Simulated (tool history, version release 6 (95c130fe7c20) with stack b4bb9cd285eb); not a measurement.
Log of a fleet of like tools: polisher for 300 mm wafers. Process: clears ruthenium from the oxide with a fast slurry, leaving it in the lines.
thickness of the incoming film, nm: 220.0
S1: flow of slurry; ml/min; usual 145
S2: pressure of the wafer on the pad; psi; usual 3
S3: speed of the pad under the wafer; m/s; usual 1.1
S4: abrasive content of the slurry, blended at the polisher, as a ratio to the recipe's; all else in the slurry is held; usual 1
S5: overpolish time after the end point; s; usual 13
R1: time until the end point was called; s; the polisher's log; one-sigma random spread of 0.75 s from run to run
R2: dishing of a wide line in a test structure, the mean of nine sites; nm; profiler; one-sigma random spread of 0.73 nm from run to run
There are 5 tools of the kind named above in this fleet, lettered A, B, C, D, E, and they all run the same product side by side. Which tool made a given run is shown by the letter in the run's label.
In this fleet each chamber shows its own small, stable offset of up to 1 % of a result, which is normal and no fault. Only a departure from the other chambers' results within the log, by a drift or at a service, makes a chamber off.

run,day,S1,S2,S3,S4,S5,R1,R2
# day 0.096: chamber C: worn pad replaced by a new one
1C,0.254,145,3,1.1,1,13,47.331,38.879
# day 0.4: chamber B: slurry blender recalibrated
2B,0.533,145,3,1.1,1,13,45.924,36.383
3E,0.883,145,3,1.1,1,13,46.428,38.269
# day 0.95: chamber D: slurry blender recalibrated
4A,1.217,145,3,1.1,1,13,47.127,37.542
5D,1.4,145,3,1.1,1,13,47.234,37.587
# day 1.754: chamber E: worn pad replaced by a new one
6E,1.788,145,3,1.1,1,13,46.37,38.112
# day 2.104: chamber D: worn pad replaced by a new one
# day 2.171: chamber E: slurry blender recalibrated
7C,2.175,165,3,1.1,1,13,47.102,37.77
8B,2.4,165,3,1.1,1,13,46.219,39.996
# day 2.65: chamber A: worn pad replaced by a new one
9D,2.821,165,3,1.1,1,13,46.091,37.845
# day 2.975: chamber E: slurry nozzle cleaned
# day 3.133: chamber C: worn pad replaced by a new one
10A,3.212,165,3,1.1,1,13,46.189,38.268
# day 3.246: chamber D: head pressure recalibrated
11C,3.404,165,3,1.1,1,13,46.99,38.421
12B,3.679,145,3,1.1,1,13,48.508,37.785
# day 3.821: chamber E: worn pad replaced by a new one
13E,4.104,145,3,1.1,1,13,47.39,38.195
# day 4.288: chamber A: slurry blender recalibrated
14D,4.425,145,3,1.1,1.25,13,42.775,38.491
# day 4.446: chamber B: worn pad replaced by a new one
15A,4.788,145,3,1.1,1.25,13,41.693,41.874
16C,5.104,145,3,1.1,1.25,13,45.319,38.797
17A,5.375,145,3,1.1,1.25,13,42.729,39.813
# day 5.421: chamber D: worn pad replaced by a new one
# day 5.533: chamber C: head pressure recalibrated
18B,5.633,145,3,1.1,1.25,13,43.48,39.477
19D,5.892,95,3,1.1,1,13,53.402,35.591
# day 6.004: chamber C: worn pad replaced by a new one
20E,6.133,95,3,1.1,1,13,51.463,35.473
# day 6.279: chamber E: worn pad replaced by a new one
21E,6.425,95,3,1.1,1,13,51.068,36.366
22D,6.85,95,3,1.1,1,13,52.264,34.507
23B,7.088,95,3,1.1,1,13,52.447,34.669
24A,7.417,145,3,1.1,1,13,46.262,38.424
25C,7.712,145,3,1.1,1,13,55.077,35.428
# day 7.846: chamber A: slurry nozzle cleaned
26B,8.008,145,3,1.1,1,13,48.097,37.081
# day 8.283: chamber A: worn pad replaced by a new one
# day 8.333: chamber D: slurry nozzle cleaned
27C,8.371,145,3,1.1,1,13,54.442,35.172
# day 8.479: chamber D: worn pad replaced by a new one
28E,8.617,145,3,0.92,1,13,56.612,32.236
# day 8.688: chamber D: slurry blender recalibrated
29D,8.808,145,3,0.92,1,13,57.43,34.229
# day 8.825: chamber E: worn pad replaced by a new one
30A,9.217,145,3,0.92,1,13,58.657,33.292
# day 9.412: chamber C: worn pad replaced by a new one
31B,9.496,145,3,0.92,1,13,57.567,33.184
32E,9.846,145,3,0.92,1,13,55.467,35.073
33D,10.258,145,3.6,1.1,1,5,40.717,21.048
34C,10.454,145,3.6,1.1,1,5,48.35,18.517
35A,10.854,145,3.6,1.1,1,5,39.455,21.436
36C,11.075,145,3.6,1.1,1,5,48.317,18.155

Does one chamber stand apart from the rest, does the shared gauge drift, or is all well apart from small per-chamber offsets? Give the chamber and the most likely cause, where there is one.

Little by little, chamber C moves away from the other chambers.
Most likely cause: abrasive missing from the slurry, % = 32.7.

Chamber C could run next with any of the 4 candidate recipes listed below; each alters the usual settings, and their results appear as question marks. Which one brings its results back in line with what the other chambers deliver on the usual settings?
Counts as in line when no further than this from what the other chambers average on the usual settings: R1 2.6 s; R2 2.6 nm
37C-1,11.379,145,2.8,1,0.95,13,?,?
37C-2,11.379,145,2.9,1.04,1,13,?,?
37C-3,11.379,145,3.1,1.16,1,13,?,?
37C-4,11.379,145,3.2,1.2,1.05,13,?,?

The other chambers' mean on the usual settings: R1 47.657 s; R2 37.634 nm
run,R1,R2
37C-1,70.614,28.778
37C-2,63.739,31.053
37C-3,53.424,35.192
37C-4,48.739,37.433
It is 37C-4 that realigns the chamber with its peers.

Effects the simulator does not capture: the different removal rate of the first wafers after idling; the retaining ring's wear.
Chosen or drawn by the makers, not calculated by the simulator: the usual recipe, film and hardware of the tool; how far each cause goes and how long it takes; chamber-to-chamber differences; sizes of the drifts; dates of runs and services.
